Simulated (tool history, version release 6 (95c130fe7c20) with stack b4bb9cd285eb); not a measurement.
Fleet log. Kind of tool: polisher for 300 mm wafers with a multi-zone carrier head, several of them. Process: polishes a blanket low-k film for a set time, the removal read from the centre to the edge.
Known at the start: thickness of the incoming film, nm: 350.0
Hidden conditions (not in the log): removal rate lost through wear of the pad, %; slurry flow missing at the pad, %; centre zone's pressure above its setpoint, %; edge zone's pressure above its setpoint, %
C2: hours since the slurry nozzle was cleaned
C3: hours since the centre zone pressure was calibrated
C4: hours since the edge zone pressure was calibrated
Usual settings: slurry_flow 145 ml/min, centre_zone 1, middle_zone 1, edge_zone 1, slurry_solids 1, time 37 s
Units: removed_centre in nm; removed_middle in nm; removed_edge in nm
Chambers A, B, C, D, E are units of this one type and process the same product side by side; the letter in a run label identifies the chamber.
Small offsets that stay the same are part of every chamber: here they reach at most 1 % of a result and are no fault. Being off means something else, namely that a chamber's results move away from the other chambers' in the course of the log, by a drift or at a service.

-- day=0.304 chamber A: worn pad replaced by a new one
run 1C day=0.417 | slurry_flow=145 centre_zone=1 middle_zone=1 edge_zone=1 slurry_solids=1 time=37 | wafers_polished_on_this_pad=498 C2=490.7 C3=63.3 C4=134.4 | removed_centre=10.022 removed_middle=9.991 removed_edge=9.9155
run 2E day=0.996 | slurry_flow=145 centre_zone=1 middle_zone=1 edge_zone=1 slurry_solids=1 time=37 | wafers_polished_on_this_pad=696 C2=210.2 C3=262.8 C4=335.1 | removed_centre=9.823 removed_middle=9.9605 removed_edge=9.9083
-- day=1.2 chamber A: slurry nozzle cleaned
run 3A day=1.508 | slurry_flow=145 centre_zone=1 middle_zone=1 edge_zone=1 slurry_solids=1 time=37 | wafers_polished_on_this_pad=406 C2=7.4 C3=687.6 C4=203.5 | removed_centre=10.076 removed_middle=10.051 removed_edge=10.124
run 4D day=1.892 | slurry_flow=145 centre_zone=1 middle_zone=1 edge_zone=1 slurry_solids=1 time=37 | wafers_polished_on_this_pad=1052 C2=211.3 C3=51.2 C4=559.7 | removed_centre=9.9678 removed_middle=9.9011 removed_edge=10.16
-- day=2.017 chamber E: worn pad replaced by a new one
run 5B day=2.267 | slurry_flow=145 centre_zone=1 middle_zone=1 edge_zone=1 slurry_solids=1 time=37 | wafers_polished_on_this_pad=852 C2=98.5 C3=219.7 C4=249.3 | removed_centre=9.9686 removed_middle=10.14 removed_edge=10.036
-- day=2.325 chamber C: worn pad replaced by a new one
-- day=2.35 chamber D: worn pad replaced by a new one
run 6E day=2.546 | slurry_flow=145 centre_zone=1 middle_zone=1 edge_zone=1 slurry_solids=1 time=37 | wafers_polished_on_this_pad=179 C2=247.4 C3=300 C4=372.3 | removed_centre=9.9426 removed_middle=9.8616 removed_edge=10.092
run 7D day=3.121 | slurry_flow=145 centre_zone=1 middle_zone=1 edge_zone=1 slurry_solids=1 time=37 | wafers_polished_on_this_pad=260 C2=240.8 C3=80.7 C4=589.2 | removed_centre=10.065 removed_middle=9.9196 removed_edge=10.102
-- day=3.283 chamber A: worn pad replaced by a new one
run 8C day=3.462 | slurry_flow=145 centre_zone=1 middle_zone=1 edge_zone=1 slurry_solids=1 time=37 | wafers_polished_on_this_pad=383 C2=563.8 C3=136.4 C4=207.5 | removed_centre=10.038 removed_middle=10.066 removed_edge=9.9529
run 9B day=3.742 | slurry_flow=145 centre_zone=1 middle_zone=1 edge_zone=1 slurry_solids=1 time=37 | wafers_polished_on_this_pad=1349 C2=133.9 C3=255.1 C4=284.7 | removed_centre=10.07 removed_middle=9.8895 removed_edge=10.178
-- day=4.117 chamber B: worn pad replaced by a new one
run 10A day=4.175 | slurry_flow=145 centre_zone=1 middle_zone=1 edge_zone=0.88 slurry_solids=1 time=37 | wafers_polished_on_this_pad=301 C2=71.4 C3=751.6 C4=267.5 | removed_centre=9.8857 removed_middle=10.012 removed_edge=9.2312
run 11D day=4.596 | slurry_flow=145 centre_zone=1 middle_zone=1 edge_zone=0.88 slurry_solids=1 time=37 | wafers_polished_on_this_pad=756 C2=276.2 C3=116.1 C4=624.6 | removed_centre=9.8004 removed_middle=9.8389 removed_edge=9.1034
run 12C day=4.938 | slurry_flow=145 centre_zone=1 middle_zone=1 edge_zone=0.88 slurry_solids=1 time=37 | wafers_polished_on_this_pad=879 C2=599.2 C3=171.8 C4=242.9 | removed_centre=10.058 removed_middle=9.9204 removed_edge=9.4181
-- day=5 chamber E: worn pad replaced by a new one
run 13E day=5.2 | slurry_flow=145 centre_zone=1 middle_zone=1 edge_zone=0.88 slurry_solids=1 time=37 | wafers_polished_on_this_pad=68 C2=311.1 C3=363.7 C4=436 | removed_centre=10.083 removed_middle=9.9657 removed_edge=9.2286
-- day=5.579 chamber C: worn pad replaced by a new one
run 14B day=5.588 | slurry_flow=145 centre_zone=1 middle_zone=1 edge_zone=0.88 slurry_solids=1 time=37 | wafers_polished_on_this_pad=495 C2=178.2 C3=299.4 C4=329 | removed_centre=9.9267 removed_middle=10.006 removed_edge=9.3852
run 15A day=6.167 | slurry_flow=145 centre_zone=1 middle_zone=1 edge_zone=1 slurry_solids=1 time=37 | wafers_polished_on_this_pad=971 C2=119.2 C3=799.4 C4=315.3 | removed_centre=10.38 removed_middle=10.026 removed_edge=10.046
-- day=6.188 chamber D: worn pad replaced by a new one
-- day=6.208 chamber A: worn pad replaced by a new one
run 16A day=6.458 | slurry_flow=145 centre_zone=1 middle_zone=1 edge_zone=1 slurry_solids=1 time=44 | wafers_polished_on_this_pad=85 C2=126.2 C3=806.4 C4=322.3 | removed_centre=11.974 removed_middle=11.735 removed_edge=11.8
run 17C day=6.779 | slurry_flow=145 centre_zone=1 middle_zone=1 edge_zone=1 slurry_solids=1 time=44 | wafers_polished_on_this_pad=405 C2=643.4 C3=216 C4=287.1 | removed_centre=12.073 removed_middle=11.849 removed_edge=11.9
run 18E day=7.262 | slurry_flow=145 centre_zone=1 middle_zone=1 edge_zone=1 slurry_solids=1 time=44 | wafers_polished_on_this_pad=762 C2=360.6 C3=413.2 C4=485.5 | removed_centre=11.756 removed_middle=11.854 removed_edge=11.621
run 19B day=7.542 | slurry_flow=145 centre_zone=1 middle_zone=1 edge_zone=1 slurry_solids=1 time=44 | wafers_polished_on_this_pad=1153 C2=225.1 C3=346.3 C4=375.9 | removed_centre=11.88 removed_middle=11.905 removed_edge=11.801
-- day=7.692 chamber B: worn pad replaced by a new one
-- day=7.704 chamber A: centre zone pressure recalibrated
run 20D day=7.908 | slurry_flow=145 centre_zone=1 middle_zone=1 edge_zone=1 slurry_solids=1 time=44 | wafers_polished_on_this_pad=579 C2=355.7 C3=195.6 C4=704.1 | removed_centre=11.882 removed_middle=11.864 removed_edge=12.133
run 21B day=8.171 | slurry_flow=145 centre_zone=1 middle_zone=1 edge_zone=1 slurry_solids=1 time=37 | wafers_polished_on_this_pad=161 C2=240.2 C3=361.4 C4=391 | removed_centre=10.096 removed_middle=9.9324 removed_edge=10.035
run 22A day=8.683 | slurry_flow=145 centre_zone=1 middle_zone=1 edge_zone=1 slurry_solids=1 time=37 | wafers_polished_on_this_pad=834 C2=179.6 C3=23.6 C4=375.7 | removed_centre=9.9848 removed_middle=10.01 removed_edge=9.9824
-- day=8.783 chamber E: worn pad replaced by a new one
run 23C day=8.996 | slurry_flow=145 centre_zone=1 middle_zone=1 edge_zone=1 slurry_solids=1 time=37 | wafers_polished_on_this_pad=1151 C2=696.6 C3=269.2 C4=340.3 | removed_centre=10.088 removed_middle=9.9387 removed_edge=9.9624
-- day=9.433 chamber C: worn pad replaced by a new one
-- day=9.508 chamber D: worn pad replaced by a new one
run 24D day=9.517 | slurry_flow=145 centre_zone=1 middle_zone=1 edge_zone=1 slurry_solids=1 time=37 | wafers_polished_on_this_pad=3 C2=394.3 C3=234.2 C4=742.7 | removed_centre=9.9959 removed_middle=9.7516 removed_edge=10.098
-- day=9.558 chamber C: edge zone pressure recalibrated
-- day=9.625 chamber A: worn pad replaced by a new one
-- day=9.746 chamber C: slurry nozzle cleaned
run 25E day=10.096 | slurry_flow=145 centre_zone=1 middle_zone=1 edge_zone=1 slurry_solids=1 time=37 | wafers_polished_on_this_pad=442 C2=428.6 C3=481.2 C4=553.5 | removed_centre=10.11 removed_middle=9.9548 removed_edge=9.9116
run 26B day=10.592 | slurry_flow=145 centre_zone=1 middle_zone=1 edge_zone=1 slurry_solids=1 time=37 | wafers_polished_on_this_pad=976 C2=298.3 C3=419.5 C4=449.1 | removed_centre=10.137 removed_middle=9.8688 removed_edge=10.399
run 27D day=10.954 | slurry_flow=145 centre_zone=1 middle_zone=1 edge_zone=1 slurry_solids=1 time=37 | wafers_polished_on_this_pad=487 C2=428.8 C3=268.7 C4=777.2 | removed_centre=9.6822 removed_middle=10.008 removed_edge=10.218
run 28E day=11.517 | slurry_flow=145 centre_zone=1 middle_zone=1 edge_zone=1 slurry_solids=1 time=37 | wafers_polished_on_this_pad=920 C2=462.7 C3=515.3 C4=587.6 | removed_centre=10.007 removed_middle=10.057 removed_edge=10.074
run 29A day=12 | slurry_flow=145 centre_zone=1 middle_zone=1 edge_zone=1 slurry_solids=1 time=37 | wafers_polished_on_this_pad=800 C2=259.2 C3=103.2 C4=455.3 | removed_centre=10.063 removed_middle=10.07 removed_edge=10.086
-- day=12.204 chamber B: worn pad replaced by a new one
-- day=12.338 chamber C: worn pad replaced by a new one
run 30C day=12.533 | slurry_flow=145 centre_zone=1 middle_zone=1 edge_zone=1 slurry_solids=1 time=37 | wafers_polished_on_this_pad=66 C2=67 C3=354.1 C4=71.4 | removed_centre=10.069 removed_middle=9.9312 removed_edge=10.029
-- day=12.696 chamber E: worn pad replaced by a new one
run 31B day=12.896 | slurry_flow=145 centre_zone=1 middle_zone=1 edge_zone=1 slurry_solids=1 time=37 | wafers_polished_on_this_pad=233 C2=353.6 C3=474.8 C4=504.4 | removed_centre=10.055 removed_middle=10.075 removed_edge=10.061
-- day=12.979 chamber D: worn pad replaced by a new one
run 32C day=13.15 | slurry_flow=145 centre_zone=1 middle_zone=1 edge_zone=1 slurry_solids=1 time=37 | wafers_polished_on_this_pad=273 C2=81.8 C3=368.9 C4=86.2 | removed_centre=9.6608 removed_middle=9.9252 removed_edge=9.9924
-- day=13.258 chamber A: worn pad replaced by a new one
run 33A day=13.625 | slurry_flow=145 centre_zone=1 middle_zone=1 edge_zone=1 slurry_solids=1 time=37 | wafers_polished_on_this_pad=124 C2=298.2 C3=142.2 C4=494.3 | removed_centre=10.044 removed_middle=9.9652 removed_edge=9.9461
run 34D day=13.879 | slurry_flow=145 centre_zone=1 middle_zone=0.89 edge_zone=1 slurry_solids=1.2 time=37 | wafers_polished_on_this_pad=304 C2=499 C3=338.9 C4=847.4 | removed_centre=10.672 removed_middle=9.647 removed_edge=10.837
run 35E day=14.454 | slurry_flow=145 centre_zone=1 middle_zone=0.89 edge_zone=1 slurry_solids=1.2 time=37 | wafers_polished_on_this_pad=592 C2=533.2 C3=585.8 C4=658.1 | removed_centre=10.928 removed_middle=9.5844 removed_edge=10.831
run 36C day=14.704 | slurry_flow=145 centre_zone=1 middle_zone=0.89 edge_zone=1 slurry_solids=1.2 time=37 | wafers_polished_on_this_pad=796 C2=119.1 C3=406.2 C4=123.5 | removed_centre=11.036 removed_middle=9.6125 removed_edge=10.855
run 37D day=15.021 | slurry_flow=145 centre_zone=1 middle_zone=0.89 edge_zone=1 slurry_solids=1.2 time=37 | wafers_polished_on_this_pad=688 C2=526.4 C3=366.3 C4=874.8 | removed_centre=10.856 removed_middle=9.5942 removed_edge=10.89
run 38A day=15.55 | slurry_flow=145 centre_zone=1 middle_zone=0.89 edge_zone=1 slurry_solids=1.2 time=37 | wafers_polished_on_this_pad=772 C2=344.4 C3=188.4 C4=540.5 | removed_centre=10.601 removed_middle=9.7385 removed_edge=10.74
-- day=15.988 chamber E: worn pad replaced by a new one
-- day=16.033 chamber C: worn pad replaced by a new one
run 39B day=16.071 | slurry_flow=145 centre_zone=1 middle_zone=1 edge_zone=1 slurry_solids=1 time=37 | wafers_polished_on_this_pad=1302 C2=429.8 C3=551 C4=580.6 | removed_centre=9.9659 removed_middle=9.9835 removed_edge=9.8146
run 40E day=16.5 | slurry_flow=145 centre_zone=1 middle_zone=1 edge_zone=1 slurry_solids=1 time=37 | wafers_polished_on_this_pad=173 C2=582.3 C3=634.9 C4=707.2 | removed_centre=9.8691 removed_middle=9.9628 removed_edge=10.12
run 41C day=17.038 | slurry_flow=145 centre_zone=1 middle_zone=1 edge_zone=1 slurry_solids=1 time=37 | wafers_polished_on_this_pad=338 C2=175.1 C3=462.2 C4=179.5 | removed_centre=9.9333 removed_middle=10.058 removed_edge=9.8591

Next, all 5 chambers run the settings below, one line each with question marks for the results. What does each chamber give?
run 42A day=17.454 | slurry_flow=145 centre_zone=0.92 middle_zone=1 edge_zone=1 slurry_solids=1 time=37 | removed_centre=? removed_middle=? removed_edge=?
run 42B day=17.454 | slurry_flow=145 centre_zone=0.92 middle_zone=1 edge_zone=1 slurry_solids=1 time=37 | removed_centre=? removed_middle=? removed_edge=?
run 42C day=17.454 | slurry_flow=145 centre_zone=0.92 middle_zone=1 edge_zone=1 slurry_solids=1 time=37 | removed_centre=? removed_middle=? removed_edge=?
run 42D day=17.454 | slurry_flow=145 centre_zone=0.92 middle_zone=1 edge_zone=1 slurry_solids=1 time=37 | removed_centre=? removed_middle=? removed_edge=?
run 42E day=17.454 | slurry_flow=145 centre_zone=0.92 middle_zone=1 edge_zone=1 slurry_solids=1 time=37 | removed_centre=? removed_middle=? removed_edge=?

run=42A removed_centre=9.0316 removed_middle=10.088 removed_edge=10.173
run=42B removed_centre=9.0548 removed_middle=10.004 removed_edge=9.8583
run=42C removed_centre=9.0372 removed_middle=10.025 removed_edge=9.8808
run=42D removed_centre=8.9879 removed_middle=9.9269 removed_edge=10.164
run=42E removed_centre=8.995 removed_middle=9.8582 removed_edge=9.8601

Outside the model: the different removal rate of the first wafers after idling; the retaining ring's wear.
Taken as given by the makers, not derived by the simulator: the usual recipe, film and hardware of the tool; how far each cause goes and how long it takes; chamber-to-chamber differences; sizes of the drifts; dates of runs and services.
